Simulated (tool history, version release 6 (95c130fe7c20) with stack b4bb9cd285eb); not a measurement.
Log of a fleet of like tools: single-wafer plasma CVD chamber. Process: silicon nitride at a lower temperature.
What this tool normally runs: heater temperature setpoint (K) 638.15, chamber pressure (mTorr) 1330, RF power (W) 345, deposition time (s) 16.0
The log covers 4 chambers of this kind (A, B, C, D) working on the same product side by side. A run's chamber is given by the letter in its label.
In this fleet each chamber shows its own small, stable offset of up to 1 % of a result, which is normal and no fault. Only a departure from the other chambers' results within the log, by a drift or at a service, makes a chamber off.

run   hour  heater temperature setpoint (K)  chamber pressure (mTorr)  RF power (W)  deposition time (s)  hours since the last thermocouple change  hours since the last RF generator calibration  hours since the last manometer calibration  read-back reference wafer on the same gauge, thickness_nm  mean film thickness on the monitor wafer (nm)
 1C    6.8                           638.15                      1330           345                 16.0                                    2075.7                                          341.4                                      2020.3                                                     20.997                                         19.499
 2A   15.1                           638.15                      1330           345                 16.0                                    1171.0                                         1853.2                                      1093.0                                                     20.993                                         19.368
 3D   24.8                           638.15                      1330           345                 16.0                                     622.2                                          679.4                                      1452.8                                                     20.988                                         19.378
 4B   31.4                           638.15                      1330           345                 16.0                                     365.9                                          420.0                                      1301.2                                                     20.991                                         19.382
 5D   36.5                           638.15                      1330           345                 16.0                                     633.9                                          691.1                                      1464.5                                                     20.985                                         19.341
 6B   41.8                           638.15                      1330           345                 16.0                                     376.3                                          430.4                                      1311.6                                                     20.984                                         19.342
 7C   47.2                           638.15                      1330           345                 16.0                                    2116.1                                          381.8                                      2060.7                                                     20.975                                         19.526
 8A   56.6                           638.15                      1330           345                 16.0                                    1212.5                                         1894.7                                      1134.5                                                     20.979                                         19.413
 9D   63.5                           638.15                      1330           345                 16.0                                     660.9                                          718.1                                      1491.5                                                     20.975                                         19.371
10A   70.9                           638.15                      1330           345                 16.0                                    1226.8                                         1909.0                                      1148.8                                                     20.963                                         19.418
11B   78.3                           638.15                      1330           345                 16.0                                     412.8                                          466.9                                      1348.1                                                     20.966                                         19.302
12C   83.0                           638.15                      1590           345                 17.3                                    2151.9                                          417.6                                      2096.5                                                     20.960                                         22.245
13A   88.7                           638.15                      1590           345                 17.3                                    1244.6                                         1926.8                                      1166.6                                                     20.964                                         22.063
14D   93.4                           638.15                      1590           345                 17.3                                     690.8                                          748.0                                      1521.4                                                     20.958                                         21.952
15C  103.1                           638.15                      1590           345                 17.3                                    2172.0                                          437.7                                      2116.6                                                     20.950                                         22.142
16B  111.1                           638.15                      1330           345                 16.0                                     445.6                                          499.7                                      1380.9                                                     20.943                                         19.354
17D  117.5                           638.15                      1330           345                 16.0                                     714.9                                          772.1                                      1545.5                                                     20.939                                         19.357
18B  126.9                           638.15                      1330           345                 16.0                                     461.4                                          515.5                                      1396.7                                                     20.938                                         19.394
19C  136.7                           638.15                      1330           345                 16.0                                    2205.6                                          471.3                                      2150.2                                                     20.933                                         19.392
20A  141.9                           638.15                      1330           345                 16.0                                    1297.8                                         1980.0                                      1219.8                                                     20.931                                         19.349
21A  151.4                           638.15                      1330           345                 13.6                                    1307.3                                         1989.5                                      1229.3                                                     20.924                                         16.478
22B  158.6                           638.15                      1330           345                 13.6                                     493.1                                          547.2                                      1428.4                                                     20.930                                         16.405
23D  168.7                           638.15                      1330           345                 13.6                                     766.1                                          823.3                                      1596.7                                                     20.917                                         16.392
24C  175.0                           638.15                      1330           345                 13.6                                    2243.9                                          509.6                                      2188.5                                                     20.922                                         16.500
     178.2  -- chamber A: thermocouple changed; heater temperature recalibrated
25A  183.1                           638.15                      1070           345                 16.0                                       4.9                                         2021.2                                      1261.0                                                     20.916                                         18.149
26D  187.7                           638.15                      1070           345                 16.0                                     785.1                                          842.3                                      1615.7                                                     20.902                                         18.013
27C  192.7                           638.15                      1070           345                 16.0                                    2261.6                                          527.3                                      2206.2                                                     20.912                                         18.182
28B  202.5                           638.15                      1070           345                 16.0                                     537.0                                          591.1                                      1472.3                                                     20.898                                         18.058
29D  209.1                           638.15                      1330           345                 16.0                                     806.5                                          863.7                                      1637.1                                                     20.897                                         19.272
     213.9  -- chamber A: RF generator calibrated
30B  217.3                           638.15                      1330           345                 16.0                                     551.8                                          605.9                                      1487.1                                                     20.890                                         19.249
31C  223.9                           638.15                      1330           345                 16.0                                    2292.8                                          558.5                                      2237.4                                                     20.891                                         19.381
32A  233.7                           638.15                      1330           345                 16.0                                      55.5                                           19.8                                      1311.6                                                     20.890                                         19.375
33A  243.7                           638.15                      1330           345                 16.0                                      65.5                                           29.8                                      1321.6                                                     20.877                                         19.425
34D  253.7                           638.15                      1330           345                 16.0                                     851.1                                          908.3                                      1681.7                                                     20.873                                         19.246
35B  262.7                           638.15                      1330           345                 16.0                                     597.2                                          651.3                                      1532.5                                                     20.864                                         19.231
36C  269.1                           638.15                      1330           345                 16.0                                    2338.0                                          603.7                                      2282.6                                                     20.862                                         19.358
37A  274.8                           638.15                      1330           345                 16.0                                      96.6                                           60.9                                      1352.7                                                     20.872                                         19.346
38B  280.3                           638.15                      1150           375                 16.0                                     614.8                                          668.9                                      1550.1                                                     20.865                                         19.472

Which is it: a chamber that has drifted or been left off by a service, a gauge drift common to all chambers, or only each chamber's usual small offset? If a chamber is off, name it and its likeliest cause.

It is the gauge, not a chamber: its drift shows up in every chamber's results at once, and no chamber is off.
Cause: gauge reads low (%) = 0.668.
